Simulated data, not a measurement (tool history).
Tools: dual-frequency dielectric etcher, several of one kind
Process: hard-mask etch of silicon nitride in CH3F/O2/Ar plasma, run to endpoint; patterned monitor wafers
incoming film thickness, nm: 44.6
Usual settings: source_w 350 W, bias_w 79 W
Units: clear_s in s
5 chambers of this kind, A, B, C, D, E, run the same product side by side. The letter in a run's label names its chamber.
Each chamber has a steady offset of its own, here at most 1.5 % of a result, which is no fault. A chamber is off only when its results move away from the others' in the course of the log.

run,day,source_w,bias_w,hours since the last wet clean,hours since the last source power generator calibration,hours since the last bias power generator calibration,clear_s
1C,0.275,350,79,107.4,2472.9,3951.6,65.39
2B,0.712,350,79,324.3,804.4,56.6,65.644
3E,0.954,350,79,317.5,4028.8,440.1,66.467
4D,1.408,350,79,533.6,2865.3,4134.4,65.767
5A,1.725,350,79,532,2023.1,2388.6,66.072
6D,2.162,350,79,551.7,2883.4,4152.5,65.098
# day 2.562: chamber D: wet clean of the chamber
7B,2.588,350,79,369.3,849.4,101.6,66.073
8A,2.867,350,79,559.4,2050.5,2416,66.21
9E,3.138,350,79,369.9,4081.2,492.5,66.195
10C,3.592,350,79,187,2552.5,4031.2,64.784
# day 3.617: chamber D: bias power generator calibrated
11B,3.896,350,79,400.7,880.8,133,65.814
# day 3.946: chamber E: source power generator calibrated
12D,4.346,350,79,42.8,2935.8,17.6,65.268
# day 4.554: chamber A: wet clean of the chamber
13A,4.821,350,79,6.4,2097.4,2462.9,63.568
14E,5.146,350,79,418.1,28.8,540.7,66.2
15C,5.612,350,79,235.5,2601,4079.7,64.706
16D,5.858,350,79,79.1,2972.1,53.9,65.905
17C,6.162,350,79,248.7,2614.2,4092.9,65.251
18E,6.512,350,79,450.9,61.6,573.5,66.02
19A,6.775,350,79,53.3,2144.3,2509.8,63.642
20B,7.154,350,79,478.9,959,211.2,65.161
21D,7.525,350,79,119.1,3012.1,93.9,65.989
22B,7.892,350,79,496.6,976.7,228.9,65.7
23E,8.221,350,79,491.9,102.6,614.5,65.995
24A,8.679,350,79,99,2190,2555.5,63.907
25C,8.929,350,79,315.1,2680.6,4159.3,65.488
26C,9.246,350,99,322.7,2688.2,4166.9,59.595
# day 9.358: chamber B: wet clean of the chamber
27E,9.712,350,99,527.7,138.4,650.3,61.514
28D,10.1,350,99,180.9,3073.9,155.7,60.806
# day 10.183: chamber C: wet clean of the chamber
29B,10.558,350,99,28.8,1040.7,292.9,60.365
30A,10.854,350,99,151.2,2242.2,2607.7,58.632
31C,11.246,350,79,25.5,2736.2,4214.9,65.054
32E,11.554,350,79,571.9,182.6,694.5,66.604
33A,11.883,350,79,175.9,2266.9,2632.4,63.951
# day 11.975: chamber C: source power generator calibrated
34D,12.129,350,79,229.6,3122.6,204.4,65.405
35B,12.604,350,79,77.9,1089.8,342,64.877
36C,13.088,350,79,69.7,26.7,4259.1,65.93
37E,13.446,350,79,617.3,228,739.9,66.991
38B,13.829,350,79,107.3,1119.2,371.4,64.728
39A,14.179,350,79,231,2322,2687.5,63.707

All 5 chambers run these settings next. Forecast each chamber's results:
40A,14.538,350,79,,,,?
40B,14.538,350,79,,,,?
40C,14.538,350,79,,,,?
40D,14.538,350,79,,,,?
40E,14.538,350,79,,,,?

run,clear_s
40A,63.252
40B,65.599
40C,64.648
40D,65.494
40E,66.359

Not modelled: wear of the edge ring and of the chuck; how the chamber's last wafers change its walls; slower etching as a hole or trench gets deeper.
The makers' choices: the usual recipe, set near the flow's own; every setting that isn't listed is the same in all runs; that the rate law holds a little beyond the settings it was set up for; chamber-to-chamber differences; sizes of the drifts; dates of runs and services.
